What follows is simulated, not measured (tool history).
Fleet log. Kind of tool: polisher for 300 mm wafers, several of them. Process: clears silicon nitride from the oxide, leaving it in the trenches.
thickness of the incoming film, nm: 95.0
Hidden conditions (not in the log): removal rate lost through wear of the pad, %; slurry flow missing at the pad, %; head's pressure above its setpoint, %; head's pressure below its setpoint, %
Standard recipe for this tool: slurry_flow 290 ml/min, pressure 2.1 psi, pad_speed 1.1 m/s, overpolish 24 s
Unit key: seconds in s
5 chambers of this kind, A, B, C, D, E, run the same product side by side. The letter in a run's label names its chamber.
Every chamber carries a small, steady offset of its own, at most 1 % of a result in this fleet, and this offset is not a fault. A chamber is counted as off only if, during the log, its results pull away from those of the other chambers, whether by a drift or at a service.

run	hour	slurry_flow	pressure	pad_speed	overpolish	wafers polished on this pad	hours since the slurry nozzle was cleaned	hours since the head pressure was calibrated	seconds
1D	10.7	290	2.1	1.1	24	656	348.7	181.7	119.77
# hour 12.9: chamber A: worn pad replaced by a new one
2E	17.7	290	2.1	1.1	24	516	136.7	393.0	121.56
3C	24.5	290	2.1	1.1	24	155	345.6	315.9	119.28
4B	36.7	290	2.1	1.1	24	378	531.3	427.2	119.15
5A	48.4	290	2.1	1.1	24	151	180.1	485.2	120.98
# hour 53.5: chamber E: head pressure recalibrated
# hour 57.3: chamber E: worn pad replaced by a new one
6A	58.8	290	2.1	1.1	24	195	190.5	495.6	118.64
# hour 69.7: chamber D: worn pad replaced by a new one
7E	70.3	290	2.1	1.1	24	55	189.3	16.9	120.05
# hour 82.1: chamber A: slurry nozzle cleaned
8B	83.6	245	2.1	1.3	24	578	578.2	474.1	106.10
9D	97.1	245	2.1	1.3	24	116	435.1	268.1	102.51
10C	107.4	245	2.1	1.3	24	508	428.5	398.8	103.64
11E	119.5	245	2.1	1.3	24	264	238.5	66.1	103.75
# hour 121.2: chamber E: slurry nozzle cleaned
12C	133.6	245	2.1	1.3	24	620	454.7	425.0	105.16
13D	148.2	290	2.1	1.1	24	334	486.2	319.2	119.81
14B	157.7	290	2.1	1.1	24	893	652.3	548.2	121.83
15A	169.9	290	2.1	1.1	24	668	87.9	606.7	119.31
16A	184.5	245	2.1	1.1	24	730	102.5	621.3	121.90
# hour 191.0: chamber E: worn pad replaced by a new one
17C	194.3	245	2.1	1.1	24	878	515.4	485.7	126.19
18B	207.2	245	2.1	1.1	24	1104	701.8	597.7	123.52
19E	220.0	245	2.1	1.1	24	123	98.9	166.6	124.28
20D	228.1	245	2.1	1.1	24	674	566.1	399.1	120.97
21A	243.5	290	1.8	1.1	24	981	161.5	680.3	139.72
# hour 251.5: chamber D: worn pad replaced by a new one
22C	255.3	290	1.8	1.1	24	1137	576.4	546.7	148.94
23B	267.7	290	1.8	1.1	24	1361	762.3	658.2	138.29
24E	277.0	290	1.8	1.1	24	365	155.9	223.6	140.25
25D	285.4	290	1.8	1.1	24	144	623.4	456.4	140.80
26B	296.2	290	2.1	1.1	24	1482	790.8	686.7	119.46
# hour 303.9: chamber A: slurry nozzle cleaned
# hour 307.0: chamber C: worn pad replaced by a new one
27A	311.2	290	2.1	1.1	24	1269	7.3	748.0	121.47
# hour 314.1: chamber C: slurry nozzle cleaned
# hour 318.4: chamber B: worn pad replaced by a new one
# hour 324.0: chamber E: worn pad replaced by a new one
28D	324.5	290	2.1	1.1	24	310	662.5	495.5	122.08
# hour 327.5: chamber B: slurry nozzle cleaned
# hour 331.2: chamber A: worn pad replaced by a new one
# hour 331.7: chamber E: slurry nozzle cleaned
29C	336.6	290	2.1	1.1	24	126	22.6	628.0	132.21
30E	348.0	290	2.1	1.1	24	102	16.3	294.6	120.31
31E	358.4	290	2.1	1.1	24	146	26.7	305.0	118.95
32B	365.6	290	2.1	1.1	24	201	38.2	756.1	120.92
33D	375.6	290	2.1	1.1	24	528	713.6	546.6	118.85
34A	382.4	290	2.1	1.1	24	217	78.5	819.2	120.24

Does one chamber stand apart from the rest, does the shared gauge drift, or is all well apart from small per-chamber offsets? Give the chamber and the most likely cause, where there is one.

Little by little, chamber C moves away from the other chambers.
What lies behind it: head's pressure below its setpoint, % = 10.7.

Below are 4 candidate recipes for chamber C's next run, each the usual settings with a change, their results shown as question marks. Which of them brings C's results back in line with what the other chambers give on the usual settings?
In-line tolerance around the mean of the other chambers on the usual settings: seconds 4.00 s
35C-1	393.6	290	2.2	1.16	24				?
35C-2	393.6	290	2.6	1.10	24				?
35C-3	393.6	285	1.9	0.98	24				?
35C-4	393.6	290	2.0	1.04	24				?

What the other chambers average on the usual settings: seconds 120.26 s
run	seconds
35C-1	120.64
35C-2	107.59
35C-3	165.94
35C-4	148.20
It is 35C-1 that realigns the chamber with its peers.
